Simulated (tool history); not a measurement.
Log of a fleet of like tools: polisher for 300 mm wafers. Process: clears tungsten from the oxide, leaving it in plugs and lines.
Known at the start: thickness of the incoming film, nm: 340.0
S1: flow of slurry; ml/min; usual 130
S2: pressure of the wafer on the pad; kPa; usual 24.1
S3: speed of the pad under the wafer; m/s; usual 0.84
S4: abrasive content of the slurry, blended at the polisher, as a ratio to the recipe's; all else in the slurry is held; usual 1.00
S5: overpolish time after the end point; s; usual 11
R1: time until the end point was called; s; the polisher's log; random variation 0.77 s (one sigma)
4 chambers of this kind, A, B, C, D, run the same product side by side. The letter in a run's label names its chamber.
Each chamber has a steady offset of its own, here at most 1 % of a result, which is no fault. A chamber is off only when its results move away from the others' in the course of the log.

run	day	S1	S2	S3	S4	S5	R1
# day 0.275: chamber B: slurry tank refilled with fresh slurry and peroxide
1C	0.542	130	24.1	0.84	1.00	11	91.635
2D	0.804	130	24.1	0.84	1.00	11	90.326
3B	1.142	130	24.1	0.84	1.00	11	89.884
4A	1.450	130	24.1	0.84	1.00	11	91.689
# day 1.683: chamber C: worn pad replaced by a new one
# day 1.875: chamber C: slurry tank refilled with fresh slurry and peroxide
5A	1.958	130	24.1	0.84	1.00	11	91.672
# day 2.154: chamber D: worn pad replaced by a new one
# day 2.196: chamber D: slurry tank refilled with fresh slurry and peroxide
6C	2.504	130	24.1	0.84	1.00	11	90.624
# day 2.596: chamber A: slurry tank refilled with fresh slurry and peroxide
7B	3.088	130	27.6	0.84	1.00	9	78.102
8D	3.504	130	27.6	0.84	1.00	9	78.656
# day 3.892: chamber A: slurry blender recalibrated
9C	3.925	130	27.6	0.84	1.00	9	78.452
10A	4.200	130	27.6	0.84	1.00	9	81.354
# day 4.600: chamber A: worn pad replaced by a new one
11B	4.775	130	24.1	0.84	1.00	11	90.751
# day 5.275: chamber D: slurry tank refilled with fresh slurry and peroxide
12D	5.379	130	24.1	0.84	1.00	11	89.578
13C	5.812	130	24.1	0.94	1.00	11	79.460
# day 6.050: chamber A: slurry tank refilled with fresh slurry and peroxide
14A	6.258	130	24.1	0.94	1.00	11	82.603
# day 6.358: chamber B: slurry tank refilled with fresh slurry and peroxide
15B	6.738	130	24.1	0.94	1.00	11	81.855
# day 7.083: chamber C: slurry tank refilled with fresh slurry and peroxide
16D	7.208	130	24.1	0.94	1.00	11	80.914
17D	7.496	130	24.1	0.84	1.00	11	90.722
18B	7.804	130	24.1	0.84	1.00	11	92.312
19C	8.250	130	24.1	0.84	1.00	11	91.308
# day 8.533: chamber D: slurry tank refilled with fresh slurry and peroxide
20A	8.758	130	24.1	0.84	0.85	11	94.213
# day 8.921: chamber B: worn pad replaced by a new one
# day 8.954: chamber A: head pressure recalibrated
21A	9.112	130	24.1	0.84	0.85	11	93.522
22D	9.429	130	24.1	0.84	0.85	11	93.615
23C	9.696	130	24.1	0.84	0.85	11	94.357
# day 9.996: chamber C: worn pad replaced by a new one
24B	10.179	160	24.1	0.58	1.00	11	131.000
# day 10.312: chamber A: slurry tank refilled with fresh slurry and peroxide
25C	10.442	160	24.1	0.58	1.00	11	128.110
26B	10.867	160	24.1	0.58	1.00	11	129.360
# day 11.171: chamber C: slurry blender recalibrated
27A	11.204	160	24.1	0.58	1.00	11	127.380
28D	11.583	130	24.1	0.84	1.00	11	90.467
29B	11.950	130	24.1	0.84	1.00	11	94.858
# day 12.179: chamber B: slurry tank refilled with fresh slurry and peroxide
# day 12.188: chamber D: slurry blender recalibrated
30C	12.429	130	24.1	0.84	1.00	11	91.524
# day 12.521: chamber D: slurry tank refilled with fresh slurry and peroxide
# day 12.954: chamber B: head pressure recalibrated
31D	12.962	130	24.1	0.84	1.00	11	90.051
# day 13.088: chamber C: slurry tank refilled with fresh slurry and peroxide
# day 13.296: chamber D: worn pad replaced by a new one
32A	13.454	130	24.1	0.84	1.00	11	89.095
33C	13.871	130	24.1	0.84	1.00	11	91.001
# day 13.929: chamber A: worn pad replaced by a new one
34D	14.162	130	24.1	1.08	1.00	11	70.843
35A	14.496	130	24.1	1.08	1.00	11	70.729
36B	14.825	130	24.1	1.08	1.00	11	74.209
# day 14.888: chamber A: slurry tank refilled with fresh slurry and peroxide
37D	15.417	130	24.1	1.08	1.00	11	70.937
38C	16.012	130	24.1	0.72	1.00	14	105.360
39B	16.392	130	24.1	0.72	1.00	14	112.520
40A	16.933	130	24.1	0.72	1.00	14	105.310
41A	17.392	130	24.1	0.72	1.00	14	106.210

Next, every chamber runs the same settings. What will each give?
42A	17.825	130	24.1	0.84	1.00	11	?
42B	17.825	130	24.1	0.84	1.00	11	?
42C	17.825	130	24.1	0.84	1.00	11	?
42D	17.825	130	24.1	0.84	1.00	11	?

run	R1
42A	92.116
42B	95.984
42C	91.914
42D	92.524
